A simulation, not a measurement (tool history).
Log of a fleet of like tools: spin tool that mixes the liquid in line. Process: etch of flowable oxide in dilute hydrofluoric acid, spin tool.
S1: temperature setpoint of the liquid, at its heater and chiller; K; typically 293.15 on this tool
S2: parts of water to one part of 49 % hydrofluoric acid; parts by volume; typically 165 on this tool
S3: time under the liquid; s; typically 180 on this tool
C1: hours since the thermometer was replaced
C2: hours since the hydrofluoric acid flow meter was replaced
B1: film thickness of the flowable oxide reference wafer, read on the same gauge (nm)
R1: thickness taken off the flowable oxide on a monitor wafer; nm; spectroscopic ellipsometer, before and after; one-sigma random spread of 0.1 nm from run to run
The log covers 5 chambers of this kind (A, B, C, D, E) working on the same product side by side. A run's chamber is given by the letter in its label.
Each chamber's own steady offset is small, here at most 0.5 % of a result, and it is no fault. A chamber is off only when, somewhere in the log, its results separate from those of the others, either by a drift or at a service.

run 1E hour=2.6 | S1=293.15 S2=165 S3=180 | C1=449.1 C2=625.3 | B1=119.99 | R1=27.685
run 2A hour=5.1 | S1=293.15 S2=165 S3=180 | C1=1241.3 C2=391.9 | B1=120.02 | R1=27.585
run 3D hour=9.5 | S1=293.15 S2=165 S3=180 | C1=745.4 C2=1094.4 | B1=120 | R1=27.442
run 4B hour=11.8 | S1=293.15 S2=165 S3=180 | C1=407.8 C2=1195.8 | B1=120 | R1=27.722
run 5C hour=14.4 | S1=293.15 S2=165 S3=180 | C1=485.7 C2=1114.6 | B1=120.01 | R1=27.596
run 6B hour=18.5 | S1=293.15 S2=165 S3=180 | C1=414.5 C2=1202.5 | B1=120 | R1=27.725
run 7E hour=23.4 | S1=293.15 S2=165 S3=180 | C1=469.9 C2=646.1 | B1=120.03 | R1=27.577
run 8A hour=27.2 | S1=293.15 S2=165 S3=125 | C1=1263.4 C2=414 | B1=120 | R1=19.02
run 9C hour=31.9 | S1=293.15 S2=165 S3=125 | C1=503.2 C2=1132.1 | B1=119.99 | R1=19.172
run 10D hour=35 | S1=293.15 S2=165 S3=125 | C1=770.9 C2=1119.9 | B1=120.01 | R1=19.077
run 11C hour=37.1 | S1=293.15 S2=165 S3=125 | C1=508.4 C2=1137.3 | B1=119.99 | R1=19.162
-- hour=38.3 chamber D: thermometer replaced
run 12B hour=40.1 | S1=293.15 S2=165 S3=125 | C1=436.1 C2=1224.1 | B1=120.01 | R1=19.234
run 13E hour=43.2 | S1=293.15 S2=165 S3=180 | C1=489.7 C2=665.9 | B1=119.98 | R1=27.779
run 14A hour=46 | S1=293.15 S2=165 S3=220 | C1=1282.2 C2=432.8 | B1=120 | R1=33.259
-- hour=48.8 chamber D: hydrofluoric acid flow meter replaced
run 15D hour=49.2 | S1=293.15 S2=165 S3=220 | C1=11 C2=0.4 | B1=120 | R1=33.891
run 16B hour=53.4 | S1=293.15 S2=165 S3=220 | C1=449.4 C2=1237.4 | B1=120.01 | R1=33.711
run 17C hour=56.1 | S1=293.15 S2=165 S3=220 | C1=527.4 C2=1156.3 | B1=120.01 | R1=33.826
run 18A hour=58.7 | S1=293.15 S2=165 S3=220 | C1=1294.9 C2=445.5 | B1=120.01 | R1=32.813
run 19D hour=61.3 | S1=293.15 S2=165 S3=180 | C1=23.1 C2=12.5 | B1=119.99 | R1=27.546
run 20E hour=65.9 | S1=296.15 S2=165 S3=225 | C1=512.4 C2=688.6 | B1=120.01 | R1=38.664
run 21D hour=69.9 | S1=296.15 S2=165 S3=225 | C1=31.7 C2=21.1 | B1=120.01 | R1=38.705
run 22A hour=74.8 | S1=296.15 S2=165 S3=225 | C1=1311 C2=461.6 | B1=119.99 | R1=37.916
run 23C hour=78.9 | S1=296.15 S2=165 S3=225 | C1=550.2 C2=1179.1 | B1=119.98 | R1=38.718
run 24E hour=82.8 | S1=296.15 S2=165 S3=225 | C1=529.3 C2=705.5 | B1=120 | R1=39.007
run 25B hour=85 | S1=293.15 S2=165 S3=180 | C1=481 C2=1269 | B1=120.02 | R1=27.569
run 26A hour=89.7 | S1=293.15 S2=165 S3=180 | C1=1325.9 C2=476.5 | B1=120 | R1=26.669
run 27D hour=94.4 | S1=293.15 S2=165 S3=180 | C1=56.2 C2=45.6 | B1=120.01 | R1=27.568
run 28E hour=98.7 | S1=293.15 S2=165 S3=275 | C1=545.2 C2=721.4 | B1=119.98 | R1=42.422
run 29C hour=102.5 | S1=293.15 S2=165 S3=275 | C1=573.8 C2=1202.7 | B1=119.99 | R1=42.025
run 30B hour=106.7 | S1=293.15 S2=165 S3=275 | C1=502.7 C2=1290.7 | B1=120 | R1=42.061
run 31A hour=109.5 | S1=293.15 S2=165 S3=275 | C1=1345.7 C2=496.3 | B1=120.01 | R1=40.359
run 32B hour=112.5 | S1=293.15 S2=165 S3=275 | C1=508.5 C2=1296.5 | B1=120 | R1=42.134
run 33C hour=117.2 | S1=293.15 S2=165 S3=180 | C1=588.5 C2=1217.4 | B1=120 | R1=27.46
run 34E hour=119.7 | S1=293.15 S2=165 S3=180 | C1=566.2 C2=742.4 | B1=120 | R1=27.553
run 35D hour=124.6 | S1=293.15 S2=165 S3=180 | C1=86.4 C2=75.8 | B1=120 | R1=27.571
run 36C hour=126.9 | S1=290.15 S2=165 S3=120 | C1=598.2 C2=1227.1 | B1=119.99 | R1=16.254
run 37D hour=130.5 | S1=290.15 S2=165 S3=120 | C1=92.3 C2=81.7 | B1=119.98 | R1=16.373
run 38B hour=133.7 | S1=290.15 S2=165 S3=120 | C1=529.7 C2=1317.7 | B1=119.99 | R1=16.401

Predict what each chamber gives when all 5 of them run the settings below next.
run 39A hour=137.3 | S1=293.15 S2=165 S3=180 | R1=?
run 39B hour=137.3 | S1=293.15 S2=165 S3=180 | R1=?
run 39C hour=137.3 | S1=293.15 S2=165 S3=180 | R1=?
run 39D hour=137.3 | S1=293.15 S2=165 S3=180 | R1=?
run 39E hour=137.3 | S1=293.15 S2=165 S3=180 | R1=?

run=39A R1=26.312
run=39B R1=27.61
run=39C R1=27.665
run=39D R1=27.853
run=39E R1=27.558

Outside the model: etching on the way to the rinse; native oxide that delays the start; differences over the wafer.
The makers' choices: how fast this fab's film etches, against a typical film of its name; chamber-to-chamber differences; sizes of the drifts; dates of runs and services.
